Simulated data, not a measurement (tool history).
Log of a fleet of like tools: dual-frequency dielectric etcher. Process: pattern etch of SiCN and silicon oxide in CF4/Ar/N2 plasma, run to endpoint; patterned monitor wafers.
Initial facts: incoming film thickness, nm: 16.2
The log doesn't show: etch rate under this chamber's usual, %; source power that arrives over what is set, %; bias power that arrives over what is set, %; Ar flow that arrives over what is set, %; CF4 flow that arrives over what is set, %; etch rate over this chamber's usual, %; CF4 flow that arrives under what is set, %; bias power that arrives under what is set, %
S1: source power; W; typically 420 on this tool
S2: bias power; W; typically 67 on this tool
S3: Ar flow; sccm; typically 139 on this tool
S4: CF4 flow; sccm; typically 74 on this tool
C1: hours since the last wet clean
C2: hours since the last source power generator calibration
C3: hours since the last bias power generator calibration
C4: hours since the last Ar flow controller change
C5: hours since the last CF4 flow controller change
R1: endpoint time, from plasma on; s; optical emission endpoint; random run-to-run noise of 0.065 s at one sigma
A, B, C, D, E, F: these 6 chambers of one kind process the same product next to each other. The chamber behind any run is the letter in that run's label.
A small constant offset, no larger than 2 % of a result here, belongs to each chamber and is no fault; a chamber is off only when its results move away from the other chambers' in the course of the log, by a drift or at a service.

run 1F hour=4.0 | S1=420 S2=67 S3=139 S4=74 | C1=129.1 C2=1614.8 C3=1842.0 C4=1183.9 C5=2251.1 | R1=21.375
run 2A hour=6.5 | S1=420 S2=67 S3=139 S4=74 | C1=269.1 C2=985.2 C3=879.6 C4=784.0 C5=2936.8 | R1=21.420
run 3D hour=9.3 | S1=420 S2=67 S3=139 S4=74 | C1=322.9 C2=3126.6 C3=975.1 C4=2122.6 C5=2041.2 | R1=21.005
run 4B hour=12.9 | S1=420 S2=67 S3=139 S4=74 | C1=452.1 C2=3403.2 C3=1643.0 C4=2063.7 C5=2553.4 | R1=21.351
run 5C hour=17.6 | S1=420 S2=67 S3=139 S4=74 | C1=198.4 C2=3082.0 C3=2945.5 C4=2286.2 C5=1138.6 | R1=20.991
run 6E hour=21.0 | S1=420 S2=67 S3=139 S4=74 | C1=186.9 C2=758.4 C3=3489.7 C4=2398.7 C5=5502.2 | R1=21.463
run 7C hour=24.8 | S1=420 S2=67 S3=139 S4=74 | C1=205.6 C2=3089.2 C3=2952.7 C4=2293.4 C5=1145.8 | R1=21.044
run 8E hour=27.9 | S1=420 S2=67 S3=139 S4=74 | C1=193.8 C2=765.3 C3=3496.6 C4=2405.6 C5=5509.1 | R1=21.382
run 9D hour=31.3 | S1=420 S2=67 S3=139 S4=74 | C1=344.9 C2=3148.6 C3=997.1 C4=2144.6 C5=2063.2 | R1=21.121
run 10A hour=34.2 | S1=420 S2=67 S3=111 S4=74 | C1=296.8 C2=1012.9 C3=907.3 C4=811.7 C5=2964.5 | R1=20.643
run 11F hour=39.2 | S1=420 S2=67 S3=111 S4=74 | C1=164.3 C2=1650.0 C3=1877.2 C4=1219.1 C5=2286.3 | R1=20.662
run 12B hour=42.9 | S1=420 S2=67 S3=111 S4=74 | C1=482.1 C2=3433.2 C3=1673.0 C4=2093.7 C5=2583.4 | R1=20.564
run 13F hour=46.9 | S1=420 S2=67 S3=111 S4=74 | C1=172.0 C2=1657.7 C3=1884.9 C4=1226.8 C5=2294.0 | R1=20.749
run 14D hour=49.5 | S1=420 S2=67 S3=111 S4=74 | C1=363.1 C2=3166.8 C3=1015.3 C4=2162.8 C5=2081.4 | R1=20.354
run 15E hour=53.5 | S1=420 S2=67 S3=111 S4=74 | C1=219.4 C2=790.9 C3=3522.2 C4=2431.2 C5=5534.7 | R1=20.657
run 16A hour=57.0 | S1=420 S2=67 S3=139 S4=74 | C1=319.6 C2=1035.7 C3=930.1 C4=834.5 C5=2987.3 | R1=21.359
run 17C hour=59.6 | S1=420 S2=67 S3=139 S4=74 | C1=240.4 C2=3124.0 C3=2987.5 C4=2328.2 C5=1180.6 | R1=20.967
-- hour=61.3 chamber A: wet clean of the chamber
run 18B hour=63.0 | S1=420 S2=67 S3=139 S4=74 | C1=502.2 C2=3453.3 C3=1693.1 C4=2113.8 C5=2603.5 | R1=21.390
run 19B hour=66.7 | S1=350 S2=67 S3=139 S4=74 | C1=505.9 C2=3457.0 C3=1696.8 C4=2117.5 C5=2607.2 | R1=25.147
run 20C hour=69.7 | S1=350 S2=67 S3=139 S4=74 | C1=250.5 C2=3134.1 C3=2997.6 C4=2338.3 C5=1190.7 | R1=24.595
-- hour=73.0 chamber D: wet clean of the chamber
run 21E hour=73.0 | S1=350 S2=67 S3=139 S4=74 | C1=238.9 C2=810.4 C3=3541.7 C4=2450.7 C5=5554.2 | R1=25.164
run 22D hour=76.3 | S1=350 S2=67 S3=139 S4=74 | C1=3.4 C2=3193.6 C3=1042.1 C4=2189.6 C5=2108.2 | R1=25.727
run 23A hour=79.4 | S1=350 S2=67 S3=139 S4=74 | C1=18.1 C2=1058.1 C3=952.5 C4=856.9 C5=3009.7 | R1=25.141
run 24F hour=81.8 | S1=350 S2=67 S3=139 S4=74 | C1=206.9 C2=1692.6 C3=1919.8 C4=1261.7 C5=2328.9 | R1=25.084
run 25E hour=84.5 | S1=420 S2=67 S3=139 S4=74 | C1=250.4 C2=821.9 C3=3553.2 C4=2462.2 C5=5565.7 | R1=21.586
run 26A hour=87.4 | S1=420 S2=67 S3=139 S4=74 | C1=26.1 C2=1066.1 C3=960.5 C4=864.9 C5=3017.7 | R1=21.426
run 27B hour=91.3 | S1=420 S2=53 S3=139 S4=74 | C1=530.5 C2=3481.6 C3=1721.4 C4=2142.1 C5=2631.8 | R1=23.236
run 28C hour=93.6 | S1=420 S2=53 S3=139 S4=74 | C1=274.4 C2=3158.0 C3=3021.5 C4=2362.2 C5=1214.6 | R1=22.819
run 29D hour=96.9 | S1=420 S2=53 S3=139 S4=74 | C1=24.0 C2=3214.2 C3=1062.7 C4=2210.2 C5=2128.8 | R1=23.578
-- hour=98.8 chamber E: bias power generator calibrated
run 30F hour=100.2 | S1=420 S2=53 S3=139 S4=74 | C1=225.3 C2=1711.0 C3=1938.2 C4=1280.1 C5=2347.3 | R1=23.279
run 31F hour=104.0 | S1=420 S2=53 S3=139 S4=74 | C1=229.1 C2=1714.8 C3=1942.0 C4=1283.9 C5=2351.1 | R1=23.078
run 32C hour=108.2 | S1=420 S2=53 S3=139 S4=74 | C1=289.0 C2=3172.6 C3=3036.1 C4=2376.8 C5=1229.2 | R1=22.963
run 33E hour=111.5 | S1=420 S2=67 S3=139 S4=74 | C1=277.4 C2=848.9 C3=12.7 C4=2489.2 C5=5592.7 | R1=21.424
run 34A hour=116.5 | S1=420 S2=67 S3=139 S4=74 | C1=55.2 C2=1095.2 C3=989.6 C4=894.0 C5=3046.8 | R1=21.363
run 35B hour=119.8 | S1=420 S2=67 S3=139 S4=74 | C1=559.0 C2=3510.1 C3=1749.9 C4=2170.6 C5=2660.3 | R1=21.405
run 36D hour=123.9 | S1=420 S2=67 S3=139 S4=74 | C1=51.0 C2=3241.2 C3=1089.7 C4=2237.2 C5=2155.8 | R1=21.879
run 37F hour=126.6 | S1=420 S2=54 S3=139 S4=74 | C1=251.7 C2=1737.4 C3=1964.6 C4=1306.5 C5=2373.7 | R1=23.001
run 38B hour=128.9 | S1=420 S2=54 S3=139 S4=74 | C1=568.1 C2=3519.2 C3=1759.0 C4=2179.7 C5=2669.4 | R1=22.956
run 39A hour=132.3 | S1=420 S2=54 S3=139 S4=74 | C1=71.0 C2=1111.0 C3=1005.4 C4=909.8 C5=3062.6 | R1=23.115
run 40C hour=135.8 | S1=420 S2=54 S3=139 S4=74 | C1=316.6 C2=3200.2 C3=3063.7 C4=2404.4 C5=1256.8 | R1=22.603

All chambers now run identical settings, listed one chamber a line with results as question marks. What results will each chamber show?
run 41A hour=139.5 | S1=420 S2=67 S3=139 S4=74 | R1=?
run 41B hour=139.5 | S1=420 S2=67 S3=139 S4=74 | R1=?
run 41C hour=139.5 | S1=420 S2=67 S3=139 S4=74 | R1=?
run 41D hour=139.5 | S1=420 S2=67 S3=139 S4=74 | R1=?
run 41E hour=139.5 | S1=420 S2=67 S3=139 S4=74 | R1=?
run 41F hour=139.5 | S1=420 S2=67 S3=139 S4=74 | R1=?

run=41A R1=21.462
run=41B R1=21.368
run=41C R1=20.989
run=41D R1=21.885
run=41E R1=21.508
run=41F R1=21.352

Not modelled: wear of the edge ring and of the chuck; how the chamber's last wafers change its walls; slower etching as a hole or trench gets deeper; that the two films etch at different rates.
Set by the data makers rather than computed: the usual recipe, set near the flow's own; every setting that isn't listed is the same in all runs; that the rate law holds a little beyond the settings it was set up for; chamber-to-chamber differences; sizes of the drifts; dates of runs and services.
